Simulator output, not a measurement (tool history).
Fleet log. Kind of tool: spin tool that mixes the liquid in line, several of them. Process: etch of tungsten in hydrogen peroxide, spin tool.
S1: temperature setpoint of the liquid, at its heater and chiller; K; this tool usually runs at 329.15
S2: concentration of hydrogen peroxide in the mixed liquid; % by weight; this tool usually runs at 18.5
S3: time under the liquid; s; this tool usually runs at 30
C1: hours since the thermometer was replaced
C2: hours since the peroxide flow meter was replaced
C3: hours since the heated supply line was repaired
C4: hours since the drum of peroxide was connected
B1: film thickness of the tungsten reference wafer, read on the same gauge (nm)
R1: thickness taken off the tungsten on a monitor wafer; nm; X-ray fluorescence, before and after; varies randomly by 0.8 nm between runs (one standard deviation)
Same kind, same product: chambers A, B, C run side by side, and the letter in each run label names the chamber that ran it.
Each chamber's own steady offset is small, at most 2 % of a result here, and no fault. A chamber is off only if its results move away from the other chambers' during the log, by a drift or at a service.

run,hour,S1,S2,S3,C1,C2,C3,C4,B1,R1
# hour 8.7: chamber B: peroxide flow meter replaced
1B,9.5,329.15,18.5,30,147,0.9,338.8,53.5,80.038,116.03
2A,18.2,329.15,18.5,30,141.3,170.3,825.7,1353.1,80.016,116.6
3C,23.4,329.15,18.5,30,522.7,845.4,1016.6,140.6,79.982,118.08
4A,29.5,329.15,18.5,30,152.6,181.6,837,1364.4,79.971,115.66
5C,38.7,325.65,18.5,30,538,860.7,1031.9,155.9,80.038,96.486
6B,43.7,325.65,18.5,30,181.2,35.1,373,87.7,80.048,94.778
# hour 44.6: chamber A: new drum of peroxide connected
7B,53.9,325.65,18.5,30,191.4,45.3,383.2,97.9,80.013,94.562
8A,61.2,329.15,18.5,30,184.3,213.3,868.7,16.7,79.994,116.7
9C,71,329.15,18.5,30,570.3,893,1064.2,188.2,79.974,117.43
10B,75.7,329.15,18.5,30,213.2,67.1,405,119.7,80.003,116.39
11C,82.1,329.15,18.5,30,581.4,904.1,1075.3,199.3,80.027,117.83
12A,91.8,329.15,18.5,30,214.9,243.9,899.3,47.3,79.994,116.29
13C,100.8,329.15,22.5,15,600.1,922.8,1094,218,80.008,63.458
14A,109.5,329.15,22.5,15,232.6,261.6,917,65,80.038,65.14
15B,120.3,329.15,22.5,15,257.8,111.7,449.6,164.3,79.956,63.643
# hour 126.3: chamber C: peroxide flow meter replaced
16C,130.5,329.15,18.5,30,629.8,4.2,1123.7,247.7,79.958,113.33
17A,136.5,329.15,18.5,30,259.6,288.6,944,92,79.98,118.56
18B,143.9,329.15,18.5,30,281.4,135.3,473.2,187.9,80.011,115.63
19C,150.3,329.15,18.5,30,649.6,24,1143.5,267.5,80.02,111.74
20B,156.6,329.15,18.5,30,294.1,148,485.9,200.6,79.99,115.94
21A,163.4,329.15,18.5,30,286.5,315.5,970.9,118.9,80.012,116.16
22B,169.4,329.15,23.5,30,306.9,160.8,498.7,213.4,80.015,129.83
23C,179.6,329.15,23.5,30,678.9,53.3,1172.8,296.8,79.995,124.4
24A,190.2,329.15,23.5,30,313.3,342.3,997.7,145.7,79.925,133.65
25A,199.5,329.15,18.5,30,322.6,351.6,1007,155,79.993,118.3
26B,207.3,329.15,18.5,30,344.8,198.7,536.6,251.3,79.96,116.25
27C,214.4,329.15,18.5,30,713.7,88.1,1207.6,331.6,79.996,109.42
28B,223,329.15,18.5,30,360.5,214.4,552.3,267,79.983,115.91
29C,231.9,329.15,16.5,30,731.2,105.6,1225.1,349.1,80.01,102.11

Does one chamber stand apart from the rest, does the shared gauge drift, or is all well apart from small per-chamber offsets? Give the chamber and the most likely cause, where there is one.

It is chamber C that slowly wanders off from its peers.
Most likely cause: temperature lost on the way to the wafer (K) = 1.67.
From this log alone, it may not be told apart from: liquid colder than its thermometer reads (K).

Below are 4 candidate recipes for chamber C's next run, each the usual settings with a change, their results shown as question marks. Which of them brings C's results back in line with what the other chambers give on the usual settings?
Maximum distance from the other chambers' mean on the usual settings for a result to count as in line: R1 2.8 nm
30C-1,239.6,329.15,17,30,,,,,,?
30C-2,239.6,329.15,20,30,,,,,,?
30C-3,239.6,329.15,15.5,30,,,,,,?
30C-4,239.6,330.65,18.5,30,,,,,,?

What the other chambers average on the usual settings: R1 116.85 nm
run,R1
30C-1,102.36
30C-2,110.99
30C-3,97.757
30C-4,116.89
30C-4 puts the chamber back in line with the other chambers.

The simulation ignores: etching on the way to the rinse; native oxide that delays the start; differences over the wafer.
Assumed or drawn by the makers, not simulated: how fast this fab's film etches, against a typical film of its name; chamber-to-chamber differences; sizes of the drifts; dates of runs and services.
